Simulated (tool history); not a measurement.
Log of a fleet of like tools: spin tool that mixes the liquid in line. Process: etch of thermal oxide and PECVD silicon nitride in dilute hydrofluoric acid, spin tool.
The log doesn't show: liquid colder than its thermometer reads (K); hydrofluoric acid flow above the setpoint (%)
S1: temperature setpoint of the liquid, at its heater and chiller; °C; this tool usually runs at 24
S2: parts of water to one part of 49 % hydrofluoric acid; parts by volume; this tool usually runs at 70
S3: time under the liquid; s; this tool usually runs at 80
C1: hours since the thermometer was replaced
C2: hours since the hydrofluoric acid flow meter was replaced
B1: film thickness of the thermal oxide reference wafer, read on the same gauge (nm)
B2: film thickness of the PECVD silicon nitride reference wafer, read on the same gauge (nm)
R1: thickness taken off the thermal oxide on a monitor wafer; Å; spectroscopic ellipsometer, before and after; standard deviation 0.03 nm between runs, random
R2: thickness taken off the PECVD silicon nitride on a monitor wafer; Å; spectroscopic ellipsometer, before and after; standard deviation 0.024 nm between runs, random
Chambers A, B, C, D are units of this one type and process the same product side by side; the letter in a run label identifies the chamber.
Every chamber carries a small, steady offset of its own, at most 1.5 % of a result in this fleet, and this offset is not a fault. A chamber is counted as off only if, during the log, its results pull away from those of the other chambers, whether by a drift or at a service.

run 1A hour=8.7 | S1=24 S2=70 S3=80 | C1=708.1 C2=438.3 | B1=129.98 B2=110.01 | R1=55.853 R2=33.495
run 2D hour=16.6 | S1=24 S2=70 S3=80 | C1=322.8 C2=25.2 | B1=130.01 B2=110.01 | R1=55.916 R2=32.956
run 3C hour=21 | S1=24 S2=70 S3=80 | C1=480 C2=108.4 | B1=129.99 B2=109.99 | R1=56.135 R2=33.563
run 4B hour=28.5 | S1=24 S2=70 S3=80 | C1=531.6 C2=99.3 | B1=130 B2=110.01 | R1=56.219 R2=34.144
run 5A hour=37.2 | S1=24 S2=70 S3=80 | C1=736.6 C2=466.8 | B1=129.96 B2=109.99 | R1=56.45 R2=33.782
run 6B hour=43.9 | S1=24 S2=70 S3=80 | C1=547 C2=114.7 | B1=129.97 B2=109.97 | R1=56.499 R2=34.038
run 7D hour=50.1 | S1=24 S2=70 S3=80 | C1=356.3 C2=58.7 | B1=130 B2=110.01 | R1=56.124 R2=33.084
run 8C hour=58.2 | S1=24 S2=70 S3=80 | C1=517.2 C2=145.6 | B1=130 B2=110.02 | R1=56.308 R2=33.559
run 9C hour=66.7 | S1=24 S2=70 S3=80 | C1=525.7 C2=154.1 | B1=130 B2=110.03 | R1=55.968 R2=33.336
run 10B hour=73.2 | S1=24 S2=70 S3=80 | C1=576.3 C2=144 | B1=129.99 B2=110.01 | R1=56.338 R2=33.95
run 11D hour=80.7 | S1=24 S2=55 S3=80 | C1=386.9 C2=89.3 | B1=130 B2=109.99 | R1=72.761 R2=42.058
run 12A hour=88.3 | S1=24 S2=55 S3=80 | C1=787.7 C2=517.9 | B1=130 B2=110.01 | R1=72.579 R2=42.173
run 13D hour=93.9 | S1=24 S2=55 S3=80 | C1=400.1 C2=102.5 | B1=129.97 B2=110.01 | R1=72.493 R2=42.177
run 14A hour=100.4 | S1=24 S2=55 S3=80 | C1=799.8 C2=530 | B1=130 B2=110 | R1=72.852 R2=42.569
run 15C hour=107.5 | S1=24 S2=70 S3=80 | C1=566.5 C2=194.9 | B1=130.03 B2=110.03 | R1=55.701 R2=32.96
run 16B hour=115.3 | S1=24 S2=70 S3=80 | C1=618.4 C2=186.1 | B1=130.03 B2=110.01 | R1=56.134 R2=34.016
run 17C hour=122.6 | S1=26.5 S2=70 S3=80 | C1=581.6 C2=210 | B1=130.04 B2=110 | R1=61.348 R2=39.602
run 18A hour=128.1 | S1=26.5 S2=70 S3=80 | C1=827.5 C2=557.7 | B1=129.97 B2=110 | R1=62.391 R2=39.224
run 19D hour=132.1 | S1=26.5 S2=70 S3=80 | C1=438.3 C2=140.7 | B1=130.03 B2=110.02 | R1=61.515 R2=38.698
run 20B hour=138.2 | S1=26.5 S2=70 S3=80 | C1=641.3 C2=209 | B1=129.99 B2=110.01 | R1=61.959 R2=39.692
run 21B hour=146.4 | S1=24 S2=70 S3=80 | C1=649.5 C2=217.2 | B1=129.96 B2=109.99 | R1=56.989 R2=33.917
run 22A hour=151.3 | S1=24 S2=70 S3=80 | C1=850.7 C2=580.9 | B1=129.98 B2=110.01 | R1=56.085 R2=33.56
run 23D hour=158.1 | S1=24 S2=70 S3=80 | C1=464.3 C2=166.7 | B1=129.99 B2=110.01 | R1=55.449 R2=33.646
run 24C hour=165.5 | S1=24 S2=70 S3=80 | C1=624.5 C2=252.9 | B1=129.99 B2=110.05 | R1=56.013 R2=33.518
run 25D hour=170.1 | S1=24 S2=70 S3=115 | C1=476.3 C2=178.7 | B1=130.02 B2=110 | R1=80.039 R2=47.685
run 26A hour=175.4 | S1=24 S2=70 S3=115 | C1=874.8 C2=605 | B1=129.98 B2=110.01 | R1=80.999 R2=48.38
run 27B hour=179.9 | S1=24 S2=70 S3=115 | C1=683 C2=250.7 | B1=130.01 B2=110.01 | R1=80.12 R2=48.661
-- hour=182.2 chamber B: thermometer replaced
run 28C hour=188.2 | S1=24 S2=70 S3=115 | C1=647.2 C2=275.6 | B1=130.02 B2=110.02 | R1=80.085 R2=48.219
run 29B hour=196.9 | S1=24 S2=70 S3=80 | C1=14.7 C2=267.7 | B1=130.03 B2=110.02 | R1=56.21 R2=34.113
run 30A hour=204.8 | S1=24 S2=70 S3=80 | C1=904.2 C2=634.4 | B1=130.02 B2=109.99 | R1=56.096 R2=33.985
run 31C hour=211.4 | S1=24 S2=70 S3=80 | C1=670.4 C2=298.8 | B1=129.97 B2=110.01 | R1=55.814 R2=34.139
run 32D hour=215.6 | S1=24 S2=70 S3=80 | C1=521.8 C2=224.2 | B1=130 B2=110.05 | R1=55.428 R2=33.26
run 33D hour=220.1 | S1=24 S2=70 S3=80 | C1=526.3 C2=228.7 | B1=130.02 B2=110.03 | R1=55.688 R2=33.127
run 34B hour=228.9 | S1=24 S2=70 S3=80 | C1=46.7 C2=299.7 | B1=130 B2=110.01 | R1=55.986 R2=34.127
run 35A hour=236.5 | S1=24 S2=70 S3=80 | C1=935.9 C2=666.1 | B1=130 B2=110.03 | R1=56.727 R2=33.585
run 36C hour=245.3 | S1=24 S2=70 S3=80 | C1=704.3 C2=332.7 | B1=129.96 B2=110.02 | R1=56.133 R2=33.193
run 37D hour=251 | S1=28 S2=105 S3=80 | C1=557.2 C2=259.6 | B1=130.01 B2=110 | R1=41.3 R2=28.497
run 38C hour=256.7 | S1=28 S2=105 S3=80 | C1=715.7 C2=344.1 | B1=130.04 B2=109.97 | R1=41.27 R2=29.153
run 39B hour=264.3 | S1=28 S2=105 S3=80 | C1=82.1 C2=335.1 | B1=129.97 B2=109.98 | R1=41.941 R2=29.599
-- hour=265.6 chamber D: thermometer replaced
run 40A hour=270 | S1=28 S2=105 S3=80 | C1=969.4 C2=699.6 | B1=130.02 B2=109.97 | R1=42.154 R2=29.208
run 41D hour=275.5 | S1=24 S2=70 S3=50 | C1=10 C2=284.1 | B1=130.01 B2=109.97 | R1=34.969 R2=20.684

Predict what each chamber gives when all 4 of them run the settings below next.
run 42A hour=282 | S1=24 S2=70 S3=35 | R1=? R2=?
run 42B hour=282 | S1=24 S2=70 S3=35 | R1=? R2=?
run 42C hour=282 | S1=24 S2=70 S3=35 | R1=? R2=?
run 42D hour=282 | S1=24 S2=70 S3=35 | R1=? R2=?

run=42A R1=24.442 R2=14.618
run=42B R1=24.645 R2=14.826
run=42C R1=24.523 R2=14.797
run=42D R1=24.443 R2=14.429
